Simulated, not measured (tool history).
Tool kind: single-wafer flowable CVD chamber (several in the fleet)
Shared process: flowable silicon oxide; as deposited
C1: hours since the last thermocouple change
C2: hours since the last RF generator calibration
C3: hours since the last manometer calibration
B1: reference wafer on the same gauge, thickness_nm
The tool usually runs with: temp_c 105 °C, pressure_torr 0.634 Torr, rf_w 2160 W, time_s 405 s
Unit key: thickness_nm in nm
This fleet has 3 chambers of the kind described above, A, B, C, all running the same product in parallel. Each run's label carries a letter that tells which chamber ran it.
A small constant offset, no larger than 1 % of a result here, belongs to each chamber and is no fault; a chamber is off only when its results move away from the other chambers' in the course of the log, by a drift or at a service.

{"run": "1C", "hour": 13.7, "temp_c": 105, "pressure_torr": 0.634, "rf_w": 2160, "time_s": 405, "C1": 24.1, "C2": 589.9, "C3": 496.9, "B1": 149.01, "thickness_nm": 154.84}
{"run": "2B", "hour": 24.8, "temp_c": 105, "pressure_torr": 0.634, "rf_w": 2160, "time_s": 405, "C1": 1624.1, "C2": 1209.7, "C3": 711.5, "B1": 148.97, "thickness_nm": 156.53}
{"run": "3A", "hour": 33.0, "temp_c": 105, "pressure_torr": 0.634, "rf_w": 2160, "time_s": 405, "C1": 878.5, "C2": 188.0, "C3": 35.3, "B1": 149.01, "thickness_nm": 154.96}
{"run": "4B", "hour": 40.2, "temp_c": 105, "pressure_torr": 0.634, "rf_w": 2160, "time_s": 405, "C1": 1639.5, "C2": 1225.1, "C3": 726.9, "B1": 148.99, "thickness_nm": 155.26}
{"run": "5A", "hour": 48.9, "temp_c": 105, "pressure_torr": 0.634, "rf_w": 2160, "time_s": 405, "C1": 894.4, "C2": 203.9, "C3": 51.2, "B1": 148.87, "thickness_nm": 154.4}
{"run": "6C", "hour": 59.2, "temp_c": 105, "pressure_torr": 0.634, "rf_w": 2160, "time_s": 405, "C1": 69.6, "C2": 635.4, "C3": 542.4, "B1": 149.14, "thickness_nm": 155.17}
{"run": "7A", "hour": 69.9, "temp_c": 105, "pressure_torr": 0.634, "rf_w": 2160, "time_s": 405, "C1": 915.4, "C2": 224.9, "C3": 72.2, "B1": 148.88, "thickness_nm": 153.77}
{"run": "8B", "hour": 78.7, "temp_c": 105, "pressure_torr": 0.634, "rf_w": 2160, "time_s": 405, "C1": 1678.0, "C2": 1263.6, "C3": 765.4, "B1": 149.05, "thickness_nm": 155.02}
{"hour": 82.6, "done": "chamber B: RF generator calibrated"}
{"run": "9C", "hour": 86.8, "temp_c": 105, "pressure_torr": 0.634, "rf_w": 2160, "time_s": 405, "C1": 97.2, "C2": 663.0, "C3": 570.0, "B1": 148.96, "thickness_nm": 155.72}
{"run": "10B", "hour": 99.7, "temp_c": 105, "pressure_torr": 0.634, "rf_w": 2160, "time_s": 405, "C1": 1699.0, "C2": 17.2, "C3": 786.4, "B1": 148.93, "thickness_nm": 156.06}
{"run": "11C", "hour": 111.0, "temp_c": 105, "pressure_torr": 0.634, "rf_w": 2160, "time_s": 405, "C1": 121.4, "C2": 687.2, "C3": 594.2, "B1": 148.92, "thickness_nm": 154.7}
{"hour": 116.4, "done": "chamber B: thermocouple changed; heater temperature recalibrated"}
{"run": "12A", "hour": 124.3, "temp_c": 105, "pressure_torr": 0.716, "rf_w": 2160, "time_s": 405, "C1": 969.8, "C2": 279.3, "C3": 126.6, "B1": 149.02, "thickness_nm": 181.48}
{"run": "13A", "hour": 132.6, "temp_c": 105, "pressure_torr": 0.716, "rf_w": 2160, "time_s": 405, "C1": 978.1, "C2": 287.6, "C3": 134.9, "B1": 149.16, "thickness_nm": 182.86}
{"run": "14B", "hour": 140.7, "temp_c": 105, "pressure_torr": 0.716, "rf_w": 2160, "time_s": 405, "C1": 24.3, "C2": 58.2, "C3": 827.4, "B1": 148.83, "thickness_nm": 191.82}
{"run": "15C", "hour": 153.8, "temp_c": 105, "pressure_torr": 0.634, "rf_w": 2160, "time_s": 405, "C1": 164.2, "C2": 730.0, "C3": 637.0, "B1": 148.96, "thickness_nm": 154.07}
{"run": "16C", "hour": 165.6, "temp_c": 105, "pressure_torr": 0.634, "rf_w": 2160, "time_s": 405, "C1": 176.0, "C2": 741.8, "C3": 648.8, "B1": 148.96, "thickness_nm": 155.69}
{"run": "17A", "hour": 176.0, "temp_c": 105, "pressure_torr": 0.634, "rf_w": 2160, "time_s": 405, "C1": 1021.5, "C2": 331.0, "C3": 178.3, "B1": 149.06, "thickness_nm": 155.3}
{"run": "18B", "hour": 191.5, "temp_c": 105, "pressure_torr": 0.634, "rf_w": 2160, "time_s": 405, "C1": 75.1, "C2": 109.0, "C3": 878.2, "B1": 148.79, "thickness_nm": 163.68}
{"run": "19A", "hour": 203.0, "temp_c": 105, "pressure_torr": 0.634, "rf_w": 2160, "time_s": 405, "C1": 1048.5, "C2": 358.0, "C3": 205.3, "B1": 149.04, "thickness_nm": 155.34}
{"run": "20C", "hour": 213.9, "temp_c": 105, "pressure_torr": 0.634, "rf_w": 2160, "time_s": 405, "C1": 224.3, "C2": 790.1, "C3": 697.1, "B1": 149.09, "thickness_nm": 155.52}
{"run": "21B", "hour": 222.9, "temp_c": 105, "pressure_torr": 0.634, "rf_w": 2160, "time_s": 405, "C1": 106.5, "C2": 140.4, "C3": 909.6, "B1": 148.74, "thickness_nm": 164.55}
{"run": "22B", "hour": 234.8, "temp_c": 105, "pressure_torr": 0.634, "rf_w": 2160, "time_s": 405, "C1": 118.4, "C2": 152.3, "C3": 921.5, "B1": 148.92, "thickness_nm": 162.71}
{"run": "23C", "hour": 243.7, "temp_c": 105, "pressure_torr": 0.634, "rf_w": 2160, "time_s": 405, "C1": 254.1, "C2": 819.9, "C3": 726.9, "B1": 148.87, "thickness_nm": 155.35}
{"run": "24A", "hour": 258.2, "temp_c": 105, "pressure_torr": 0.634, "rf_w": 2160, "time_s": 405, "C1": 1103.7, "C2": 413.2, "C3": 260.5, "B1": 149.24, "thickness_nm": 155.38}
{"run": "25A", "hour": 268.9, "temp_c": 105, "pressure_torr": 0.634, "rf_w": 2160, "time_s": 405, "C1": 1114.4, "C2": 423.9, "C3": 271.2, "B1": 149.14, "thickness_nm": 154.18}
{"run": "26C", "hour": 283.1, "temp_c": 105, "pressure_torr": 0.634, "rf_w": 2160, "time_s": 405, "C1": 293.5, "C2": 859.3, "C3": 766.3, "B1": 149.05, "thickness_nm": 153.71}
{"run": "27B", "hour": 298.6, "temp_c": 105, "pressure_torr": 0.634, "rf_w": 2160, "time_s": 405, "C1": 182.2, "C2": 216.1, "C3": 985.3, "B1": 148.98, "thickness_nm": 163.46}
{"run": "28C", "hour": 305.5, "temp_c": 105, "pressure_torr": 0.634, "rf_w": 2160, "time_s": 405, "C1": 315.9, "C2": 881.7, "C3": 788.7, "B1": 149.01, "thickness_nm": 156.41}
{"run": "29B", "hour": 312.8, "temp_c": 105, "pressure_torr": 0.634, "rf_w": 2160, "time_s": 405, "C1": 196.4, "C2": 230.3, "C3": 999.5, "B1": 149.11, "thickness_nm": 164.03}
{"run": "30A", "hour": 326.7, "temp_c": 95, "pressure_torr": 0.634, "rf_w": 2395, "time_s": 405, "C1": 1172.2, "C2": 481.7, "C3": 329.0, "B1": 148.8, "thickness_nm": 218.06}
{"run": "31C", "hour": 338.3, "temp_c": 95, "pressure_torr": 0.634, "rf_w": 2395, "time_s": 405, "C1": 348.7, "C2": 914.5, "C3": 821.5, "B1": 149.01, "thickness_nm": 218.91}
{"run": "32A", "hour": 352.2, "temp_c": 95, "pressure_torr": 0.634, "rf_w": 2395, "time_s": 405, "C1": 1197.7, "C2": 507.2, "C3": 354.5, "B1": 149.04, "thickness_nm": 215.73}
{"run": "33B", "hour": 364.0, "temp_c": 105, "pressure_torr": 0.634, "rf_w": 2160, "time_s": 405, "C1": 247.6, "C2": 281.5, "C3": 1050.7, "B1": 148.94, "thickness_nm": 164.59}

All chambers now run identical settings, listed one chamber a line with results as question marks. What results will each chamber show?
{"run": "34A", "hour": 375.4, "temp_c": 105, "pressure_torr": 0.634, "rf_w": 1865, "time_s": 405, "thickness_nm": "?"}
{"run": "34B", "hour": 375.4, "temp_c": 105, "pressure_torr": 0.634, "rf_w": 1865, "time_s": 405, "thickness_nm": "?"}
{"run": "34C", "hour": 375.4, "temp_c": 105, "pressure_torr": 0.634, "rf_w": 1865, "time_s": 405, "thickness_nm": "?"}

run=34A thickness_nm=149.81
run=34B thickness_nm=158.51
run=34C thickness_nm=149.59
